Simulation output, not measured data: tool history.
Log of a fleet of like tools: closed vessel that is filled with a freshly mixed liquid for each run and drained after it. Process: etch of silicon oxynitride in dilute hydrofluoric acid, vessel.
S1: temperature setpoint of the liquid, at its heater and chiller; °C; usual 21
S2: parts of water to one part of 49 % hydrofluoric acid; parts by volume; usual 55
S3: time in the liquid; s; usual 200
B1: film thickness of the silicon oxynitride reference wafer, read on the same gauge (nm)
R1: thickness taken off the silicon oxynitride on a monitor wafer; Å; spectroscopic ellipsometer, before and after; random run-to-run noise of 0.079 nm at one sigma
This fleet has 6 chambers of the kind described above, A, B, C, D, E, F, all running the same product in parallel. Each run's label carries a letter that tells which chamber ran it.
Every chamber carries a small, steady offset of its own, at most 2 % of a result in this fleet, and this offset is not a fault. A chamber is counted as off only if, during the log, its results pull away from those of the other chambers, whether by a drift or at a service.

run	hour	S1	S2	S3	B1	R1
1B	5.9	21	55	200	139.98	99.994
2E	14.8	21	55	200	139.96	98.891
3A	23	21	55	200	139.99	103.34
4D	29.1	21	55	200	140.02	102.7
5C	34.2	21	55	200	139.97	102.85
6F	42.8	21	55	200	140.02	98.832
7A	52.7	21	55	200	139.98	102.38
8B	60.9	21	55	200	140.01	100.62
9C	71.4	21	55	200	140.01	104.57
10D	76.9	21	55	200	139.96	101.48
# hour 77: chamber B: thermometer replaced
11E	83	21	55	200	139.99	99.824
12F	89.4	21	55	200	139.99	99.924
13B	98.7	21	55	200	140.03	100.78
14F	107.8	21	55	200	140.01	100.21
# hour 112.9: chamber F: hydrofluoric acid flow meter replaced
15C	114.4	21	55	200	139.99	101.36
16E	121.4	21	55	200	139.97	100.14
17A	129	21	55	200	139.96	102.26
# hour 133.5: chamber E: hydrofluoric acid flow meter replaced
18D	139.3	21	55	200	140.05	101.8
19B	149.2	21	55	200	139.99	99.95
20D	153.8	21	35	200	139.97	162.14
21F	162.1	21	35	200	139.98	156.76
22A	170	21	35	200	139.99	165.83
23C	175	21	35	200	140.02	154.93
24E	182.9	21	35	200	140	160.97
25B	189.5	21	35	200	140	158.22
26D	196.4	21	55	200	140.04	101.65
# hour 201.1: chamber E: thermometer replaced
27A	205.4	21	55	200	140.01	102.31
28C	212.2	21	55	200	139.96	96.764
29F	221.5	21	55	200	139.97	100.88
30E	229.8	21	55	200	139.97	102.63
31B	236.2	21	55	200	139.97	100.91
32C	242.1	21	55	200	139.98	95.577
33A	250.6	21	70	290	139.98	115.09
34E	257.1	21	70	290	140	113.36
35F	262.6	21	70	290	139.99	111.77
36D	267.4	21	70	290	139.99	114.8
37C	278.1	21	70	290	139.99	104.81
38D	285.4	21	70	290	139.99	114.57
39A	291.6	21	55	200	140.02	102.74
40B	298.5	25.5	55	200	140	126.57
41E	307	25.5	55	200	140.02	126.4
42F	314.7	25.5	55	200	139.99	125.02

Each of the 6 chambers runs these same settings next. Fill in every chamber's results:
43A	322.3	21	45	200		?
43B	322.3	21	45	200		?
43C	322.3	21	45	200		?
43D	322.3	21	45	200		?
43E	322.3	21	45	200		?
43F	322.3	21	45	200		?

run	R1
43A	127.59
43B	122.36
43C	112.71
43D	125.98
43E	126.3
43F	123.69
